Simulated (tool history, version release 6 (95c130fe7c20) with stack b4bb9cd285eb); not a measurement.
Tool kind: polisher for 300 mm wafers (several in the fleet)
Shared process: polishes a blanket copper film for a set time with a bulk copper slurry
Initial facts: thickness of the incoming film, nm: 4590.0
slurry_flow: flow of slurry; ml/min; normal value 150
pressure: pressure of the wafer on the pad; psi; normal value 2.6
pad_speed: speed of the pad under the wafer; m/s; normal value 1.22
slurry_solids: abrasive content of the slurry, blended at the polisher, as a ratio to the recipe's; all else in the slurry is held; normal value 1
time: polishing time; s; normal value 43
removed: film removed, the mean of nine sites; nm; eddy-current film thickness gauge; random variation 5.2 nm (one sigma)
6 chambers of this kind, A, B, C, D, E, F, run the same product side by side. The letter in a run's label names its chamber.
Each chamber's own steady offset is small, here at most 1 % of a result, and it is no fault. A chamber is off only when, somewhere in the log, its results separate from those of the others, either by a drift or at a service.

run	day	slurry_flow	pressure	pad_speed	slurry_solids	time	wafers polished on this pad	hours since the slurry nozzle was cleaned	hours since the head pressure was calibrated	hours since the slurry blender was calibrated	removed
# day 0.054: chamber E: worn pad replaced by a new one
# day 0.221: chamber B: worn pad replaced by a new one
1A	0.529	150	2.6	1.22	1	43	207	394.9	258.7	163.3	529.33
2E	0.917	150	2.6	1.22	1	43	283	172.6	735.9	124	529.44
3D	1.254	150	2.6	1.22	1	43	430	243.6	404.6	219.9	534.87
4B	1.558	150	2.6	1.22	1	43	439	585.5	351.2	51.5	538.22
# day 1.596: chamber F: head pressure recalibrated
# day 1.654: chamber D: slurry blender recalibrated
# day 1.9: chamber A: slurry nozzle cleaned
# day 1.921: chamber F: worn pad replaced by a new one
# day 1.996: chamber A: slurry blender recalibrated
5F	2.058	150	2.6	1.22	1	43	45	217.9	11.2	160.3	538.06
# day 2.329: chamber C: worn pad replaced by a new one
# day 2.358: chamber E: worn pad replaced by a new one
6C	2.383	150	2.6	1.22	1	43	18	816.9	57.7	279.3	538.45
# day 2.533: chamber A: worn pad replaced by a new one
7C	2.638	150	2.6	1.22	1	43	102	823	63.8	285.4	529.77
# day 2.912: chamber D: worn pad replaced by a new one
# day 3.071: chamber B: worn pad replaced by a new one
8B	3.142	150	2.6	1.22	1	43	23	623.5	389.2	89.5	538.1
# day 3.367: chamber C: slurry blender recalibrated
9A	3.462	150	2.6	1.22	1	43	305	37.6	329.1	35.3	530.22
10F	3.796	150	2.6	1.22	1	49	616	259.6	52.9	202	603.92
11D	4.229	150	2.6	1.22	1	49	433	315	476	61.9	599.13
12E	4.571	150	2.6	1.22	1	49	727	260.3	823.6	211.7	587.03
# day 4.729: chamber F: worn pad replaced by a new one
# day 4.854: chamber A: worn pad replaced by a new one
# day 4.954: chamber E: worn pad replaced by a new one
13D	4.988	150	2.6	1.22	1	49	682	333.2	494.2	80.1	603.48
14A	5.288	150	2.6	1.22	1	49	143	81.4	372.9	79.1	607.96
# day 5.442: chamber B: worn pad replaced by a new one
15F	5.546	150	2.6	1.22	1	49	268	301.6	94.9	244	604.46
# day 5.767: chamber D: worn pad replaced by a new one
# day 5.946: chamber C: worn pad replaced by a new one
16E	5.996	150	2.6	1.22	1	43	343	294.5	857.8	245.9	520.83
# day 6.15: chamber E: slurry blender recalibrated
17C	6.433	150	2.6	1.22	1	43	160	914.1	154.9	73.6	532.78
# day 6.612: chamber C: slurry nozzle cleaned
18B	6.888	150	2.6	1.22	1	43	476	713.4	479.1	179.4	528.48
# day 7.271: chamber A: head pressure recalibrated
# day 7.279: chamber A: worn pad replaced by a new one
19E	7.383	150	2.6	1.22	1	43	799	327.8	891.1	29.6	537.07
# day 7.7: chamber F: worn pad replaced by a new one
# day 7.75: chamber B: slurry nozzle cleaned
20D	7.75	150	2.6	1.22	1	43	652	399.5	560.5	146.4	531.89
# day 7.792: chamber B: worn pad replaced by a new one
# day 7.888: chamber E: worn pad replaced by a new one
21B	8.083	190	2.6	0.84	1	43	96	8.1	507.8	208.1	387.52
22C	8.333	190	2.6	0.84	1	43	785	41.3	200.5	119.2	373.13
# day 8.521: chamber D: worn pad replaced by a new one
# day 8.538: chamber A: slurry blender recalibrated
23F	8.579	190	2.6	0.84	1	43	289	374.4	167.7	316.8	382.72
24A	8.862	190	2.6	0.84	1	43	521	167.2	38.2	7.8	385.32
# day 9.004: chamber C: worn pad replaced by a new one
25E	9.358	190	2.6	0.84	1	43	483	375.2	938.5	77	378.97
# day 9.438: chamber F: slurry nozzle cleaned
26F	9.654	190	2.6	0.84	1	43	642	5.2	193.5	342.6	387.88
# day 9.688: chamber D: slurry blender recalibrated
# day 9.992: chamber A: worn pad replaced by a new one
27C	10.15	150	2.6	1.22	1	43	377	84.9	244.1	162.8	534.69
# day 10.55: chamber F: worn pad replaced by a new one
28A	10.579	150	2.6	1.22	1	43	193	208.4	79.4	49	530.65
# day 10.583: chamber B: worn pad replaced by a new one
# day 10.829: chamber E: worn pad replaced by a new one
29B	10.883	150	2.6	1.22	1	43	99	75.3	575	275.3	533.82
30D	11.321	150	2.6	1.22	1	43	921	485.2	646.2	39.2	531.01
31E	11.567	150	1.7	1.22	1	43	243	428.2	991.5	130	344.41
# day 11.825: chamber D: worn pad replaced by a new one
32F	11.967	150	1.7	1.22	1	43	466	60.7	249	398.1	344.78
33D	12.404	150	1.7	1.22	1	43	191	511.2	672.2	65.2	348.29
# day 12.408: chamber C: worn pad replaced by a new one
# day 12.588: chamber A: worn pad replaced by a new one
34B	12.646	150	1.7	1.22	1	43	678	117.6	617.3	317.6	358.12
35C	13.121	150	1.7	1.22	1	43	234	156.2	315.4	234.1	345.78
36A	13.421	150	1.7	1.22	1	43	274	276.6	147.6	117.2	348.59

Does one chamber stand apart from the rest, does the shared gauge drift, or is all well apart from small per-chamber offsets? Give the chamber and the most likely cause, where there is one.

The fleet is healthy, with each chamber sitting at its usual small offset and no drift in the gauge.

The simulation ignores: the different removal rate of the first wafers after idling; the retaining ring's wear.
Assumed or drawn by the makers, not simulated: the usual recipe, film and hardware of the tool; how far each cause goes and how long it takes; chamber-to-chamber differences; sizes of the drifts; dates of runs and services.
